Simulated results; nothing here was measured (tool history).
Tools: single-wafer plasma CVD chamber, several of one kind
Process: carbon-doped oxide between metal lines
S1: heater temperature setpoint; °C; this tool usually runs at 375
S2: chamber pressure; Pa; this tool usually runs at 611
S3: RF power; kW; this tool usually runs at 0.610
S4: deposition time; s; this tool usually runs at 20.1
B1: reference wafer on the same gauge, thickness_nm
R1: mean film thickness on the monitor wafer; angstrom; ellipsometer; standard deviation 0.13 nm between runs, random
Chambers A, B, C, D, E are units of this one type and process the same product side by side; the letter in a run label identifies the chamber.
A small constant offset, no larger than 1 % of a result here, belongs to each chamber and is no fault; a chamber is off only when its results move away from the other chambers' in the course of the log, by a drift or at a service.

run,hour,S1,S2,S3,S4,B1,R1
1D,5.4,375,611,0.610,20.1,105.03,1080.40
2A,9.5,375,611,0.610,20.1,105.02,1090.80
3C,14.8,375,611,0.610,20.1,105.07,1085.60
4B,20.3,375,611,0.610,20.1,105.07,1085.90
5E,22.9,375,611,0.610,20.1,105.06,1085.20
6C,26.7,375,611,0.610,20.1,105.15,1088.10
7E,32.0,380,611,0.725,20.1,105.10,1194.70
8A,35.3,380,611,0.725,20.1,105.14,1197.30
9D,40.4,380,611,0.725,20.1,105.17,1189.80
10B,44.8,380,611,0.725,20.1,105.18,1196.40
11A,48.4,380,611,0.725,20.1,105.16,1195.30
12C,52.7,375,611,0.610,20.1,105.19,1087.60
13D,58.3,375,611,0.610,20.1,105.23,1084.70
14B,62.2,375,611,0.610,20.1,105.25,1089.60
15E,65.9,375,753,0.700,20.1,105.25,1219.80
16E,69.6,375,753,0.700,20.1,105.25,1219.30
17C,75.2,375,753,0.700,20.1,105.29,1221.10
18B,78.4,375,753,0.700,20.1,105.26,1218.90
19A,82.9,375,753,0.700,20.1,105.33,1221.40
20D,87.3,375,611,0.610,20.1,105.30,1088.90
# hour 89.2: chamber A: capacitance manometer re-zeroed and calibrated
21D,92.0,386,519,0.610,20.1,105.37,1041.20
22B,96.1,386,519,0.610,20.1,105.34,1039.20
23A,99.6,386,519,0.610,20.1,105.36,1045.60
24E,104.6,386,519,0.610,20.1,105.38,1039.90
25C,110.2,386,519,0.610,20.1,105.43,1041.90
26D,114.1,375,611,0.610,20.1,105.44,1087.30
27B,117.5,375,611,0.610,20.1,105.42,1089.80
28C,121.0,367,611,0.670,20.1,105.46,1172.60
29A,126.2,367,611,0.670,20.1,105.44,1182.40
30E,131.6,367,611,0.670,20.1,105.47,1174.30
31C,134.5,367,611,0.670,20.1,105.51,1176.10

Each of the 5 chambers runs these same settings next. Fill in every chamber's results:
32A,138.6,375,611,0.525,20.1,,?
32B,138.6,375,611,0.525,20.1,,?
32C,138.6,375,611,0.525,20.1,,?
32D,138.6,375,611,0.525,20.1,,?
32E,138.6,375,611,0.525,20.1,,?

run,R1
32A,999.11
32B,992.20
32C,994.69
32D,993.26
32E,991.81

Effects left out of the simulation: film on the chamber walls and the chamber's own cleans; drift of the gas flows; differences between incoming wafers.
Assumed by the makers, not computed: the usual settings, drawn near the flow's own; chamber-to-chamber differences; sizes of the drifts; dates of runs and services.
